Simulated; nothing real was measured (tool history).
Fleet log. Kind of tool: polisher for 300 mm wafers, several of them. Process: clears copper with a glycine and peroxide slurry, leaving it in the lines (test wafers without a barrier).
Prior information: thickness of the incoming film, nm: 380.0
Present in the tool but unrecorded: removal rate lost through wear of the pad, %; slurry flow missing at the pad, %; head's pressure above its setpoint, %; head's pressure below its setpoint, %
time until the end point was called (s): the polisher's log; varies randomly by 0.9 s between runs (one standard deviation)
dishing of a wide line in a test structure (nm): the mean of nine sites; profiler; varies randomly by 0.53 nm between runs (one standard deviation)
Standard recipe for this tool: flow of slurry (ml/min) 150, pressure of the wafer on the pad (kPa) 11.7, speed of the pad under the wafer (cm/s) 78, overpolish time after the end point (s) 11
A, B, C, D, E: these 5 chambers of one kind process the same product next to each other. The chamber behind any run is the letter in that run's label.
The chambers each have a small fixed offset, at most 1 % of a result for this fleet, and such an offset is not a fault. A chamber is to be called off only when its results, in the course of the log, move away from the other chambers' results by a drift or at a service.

run,hour,flow of slurry (ml/min),pressure of the wafer on the pad (kPa),speed of the pad under the wafer (cm/s),overpolish time after the end point (s),wafers polished on this pad,hours since the slurry nozzle was cleaned,hours since the head pressure was calibrated,time until the end point was called (s),dishing of a wide line in a test structure (nm)
# hour 7.1: chamber B: worn pad replaced by a new one
1D,7.8,150,11.7,78,11,716,122.5,205.0,104.430,26.085
# hour 8.1: chamber A: worn pad replaced by a new one
2B,15.3,150,11.7,78,11,66,442.6,246.6,102.880,25.714
3A,25.3,150,11.7,78,11,139,696.2,460.9,104.530,25.506
4E,32.7,150,11.7,78,11,902,265.2,455.7,103.160,25.401
5C,38.1,175,11.7,78,11,622,40.8,1003.8,100.360,26.887
# hour 42.8: chamber A: head pressure recalibrated
# hour 44.8: chamber D: worn pad replaced by a new one
6E,45.4,175,11.7,78,11,1004,277.9,468.4,99.873,25.846
7C,53.0,175,11.7,78,11,742,55.7,1018.7,101.060,26.516
8B,61.9,175,11.7,78,11,441,489.2,293.2,100.470,26.215
9D,68.1,175,11.7,78,11,188,182.8,265.3,99.568,26.098
# hour 73.4: chamber E: worn pad replaced by a new one
10A,73.4,150,11.7,78,11,526,744.3,30.6,102.200,25.295
# hour 75.5: chamber B: worn pad replaced by a new one
11B,83.2,150,11.7,78,11,62,510.5,314.5,102.160,26.009
12E,93.7,170,11.7,78,11,164,326.2,516.7,101.500,26.400
13D,98.9,170,11.7,78,11,436,213.6,296.1,101.830,26.171
# hour 102.1: chamber C: worn pad replaced by a new one
# hour 103.4: chamber A: slurry nozzle cleaned
14C,106.3,170,11.7,78,11,34,109.0,1072.0,100.860,26.247
15A,117.2,170,11.7,78,11,879,13.8,74.4,100.670,25.514
# hour 117.8: chamber E: head pressure recalibrated
16B,127.4,170,11.7,78,11,419,554.7,358.7,100.850,26.037
# hour 132.1: chamber B: worn pad replaced by a new one
17D,136.4,150,11.7,78,11,739,251.1,333.6,103.590,26.272
18C,142.4,150,11.7,78,11,325,145.1,1108.1,102.900,26.059
19E,150.9,150,11.7,78,11,625,383.4,33.1,104.430,24.297
# hour 152.0: chamber A: worn pad replaced by a new one
# hour 153.3: chamber D: head pressure recalibrated
20A,156.3,150,11.7,78,11,34,52.9,113.5,103.130,25.084
21E,162.0,150,11.7,78,11,714,394.5,44.2,105.550,24.325
22A,172.1,150,11.7,78,11,162,68.7,129.3,102.940,25.676
23D,178.8,150,11.7,78,11,1080,293.5,25.5,103.610,26.183
24C,185.9,150,11.7,78,11,676,188.6,1151.6,100.860,26.376
25B,194.0,150,11.7,78,11,499,621.3,425.3,103.600,25.744
# hour 200.4: chamber B: worn pad replaced by a new one
# hour 203.6: chamber D: worn pad replaced by a new one
26B,204.5,150,11.7,78,11,33,631.8,435.8,102.540,25.633
27A,210.5,150,11.7,78,11,471,107.1,167.7,103.030,24.737
# hour 216.3: chamber C: worn pad replaced by a new one
28D,219.3,150,11.7,78,11,126,334.0,66.0,103.990,25.625
29C,225.8,150,11.7,78,11,77,228.5,1191.5,104.300,24.732
30E,232.5,150,11.7,78,11,1283,465.0,114.7,110.570,24.772
31D,241.8,150,11.7,78,11,308,356.5,88.5,103.630,25.386
# hour 242.4: chamber E: worn pad replaced by a new one
32E,252.9,150,11.7,78,11,85,485.4,135.1,109.920,25.263
33A,261.6,150,11.7,78,11,883,158.2,218.8,103.670,26.194
34B,266.6,150,8.3,78,11,534,693.9,497.9,128.930,21.051
# hour 272.5: chamber C: head pressure recalibrated
35C,275.9,150,8.3,78,11,480,278.6,3.4,130.420,22.181
36A,283.0,150,8.3,78,11,1056,179.6,240.2,130.190,20.933

Is one chamber off against the others, does the gauge drift, or is nothing wrong? If a chamber is off, say which, and what the likeliest cause is.

One chamber, E, drifts off from the rest bit by bit.
Likeliest cause: slurry flow missing at the pad, % = 36.8.

Chamber E could run next with any of the 4 candidate recipes listed below; each alters the usual settings, and their results appear as question marks. Which one brings its results back in line with what the other chambers deliver on the usual settings?
Maximum distance from the other chambers' mean on the usual settings for a result to count as in line: time until the end point was called (s) 3.200; dishing of a wide line in a test structure (nm) 1.800
37E-1,291.1,155,12.4,82,11,,,,?,?
37E-2,291.1,155,13.1,86,11,,,,?,?
37E-3,291.1,145,10.3,70,11,,,,?,?
37E-4,291.1,145,11.0,74,11,,,,?,?

On the usual settings, the other chambers give on average: time until the end point was called (s) 103.310; dishing of a wide line in a test structure (nm) 25.597
run,time until the end point was called (s),dishing of a wide line in a test structure (nm)
37E-1,103.420,25.516
37E-2,96.032,26.940
37E-3,132.710,21.067
37E-4,122.630,22.410
37E-1 brings the chamber back in line.

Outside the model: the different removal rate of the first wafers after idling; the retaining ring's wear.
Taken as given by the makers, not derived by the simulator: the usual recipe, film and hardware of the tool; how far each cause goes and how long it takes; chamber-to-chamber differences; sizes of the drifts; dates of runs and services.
